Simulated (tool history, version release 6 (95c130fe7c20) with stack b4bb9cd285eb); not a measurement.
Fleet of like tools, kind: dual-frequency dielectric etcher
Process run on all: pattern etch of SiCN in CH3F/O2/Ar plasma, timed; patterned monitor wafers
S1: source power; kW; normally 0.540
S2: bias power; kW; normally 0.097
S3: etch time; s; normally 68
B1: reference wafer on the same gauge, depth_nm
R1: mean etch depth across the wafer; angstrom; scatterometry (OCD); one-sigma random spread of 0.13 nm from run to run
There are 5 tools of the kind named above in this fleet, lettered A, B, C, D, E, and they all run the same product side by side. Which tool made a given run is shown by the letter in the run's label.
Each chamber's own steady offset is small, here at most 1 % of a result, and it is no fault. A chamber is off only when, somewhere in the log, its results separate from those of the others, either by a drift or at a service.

run     day     S1     S2  S3      B1      R1
 1B   0.546  0.540  0.097  68  33.692  319.08
 2A   1.192  0.540  0.097  68  33.689  317.13
 3C   1.579  0.540  0.097  68  33.717  317.64
      1.725  -- chamber D: wet clean of the chamber
 4D   2.167  0.540  0.097  68  33.660  318.19
 5E   2.667  0.540  0.097  68  33.707  311.63
      2.900  -- chamber A: wet clean of the chamber
 6E   3.154  0.600  0.116  68  33.699  351.68
 7C   3.450  0.600  0.116  68  33.687  350.98
      3.704  -- chamber C: wet clean of the chamber
 8D   4.029  0.600  0.116  68  33.702  352.44
 9B   4.625  0.600  0.116  68  33.696  352.77
10A   5.204  0.600  0.116  68  33.704  353.40
11E   5.554  0.540  0.097  68  33.715  313.57
12C   5.925  0.540  0.097  68  33.698  317.79
13D   6.467  0.460  0.097  55  33.683  240.53
14A   6.775  0.460  0.097  55  33.706  242.57
15B   7.379  0.460  0.097  55  33.718  243.91
16A   7.762  0.460  0.097  55  33.736  242.12
17D   8.138  0.460  0.097  55  33.662  240.72
18C   8.742  0.540  0.097  68  33.679  317.25
19E   9.275  0.540  0.097  68  33.727  312.29
20B   9.783  0.540  0.097  68  33.705  318.98
21E  10.171  0.540  0.097  68  33.718  310.52
22C  10.725  0.540  0.097  68  33.692  319.96
23B  11.238  0.580  0.115  68  33.731  351.73
24A  11.767  0.580  0.115  68  33.735  347.35
25D  12.392  0.580  0.115  68  33.710  346.11
26E  12.908  0.580  0.115  68  33.702  336.69
27D  13.262  0.580  0.115  68  33.651  342.96
28C  13.879  0.540  0.097  68  33.671  317.15
29B  14.338  0.540  0.106  68  33.670  328.84
30A  14.975  0.540  0.106  68  33.737  330.49
31D  15.525  0.540  0.106  68  33.669  326.76
32C  16.121  0.540  0.106  68  33.716  327.18
33B  16.604  0.540  0.106  68  33.709  330.00

Next, all 5 chambers run the settings below, one line each with question marks for the results. What does each chamber give?
34A  17.071  0.540  0.097  68       ?
34B  17.071  0.540  0.097  68       ?
34C  17.071  0.540  0.097  68       ?
34D  17.071  0.540  0.097  68       ?
34E  17.071  0.540  0.097  68       ?

run      R1
34A  319.42
34B  319.78
34C  317.40
34D  316.38
34E  304.34
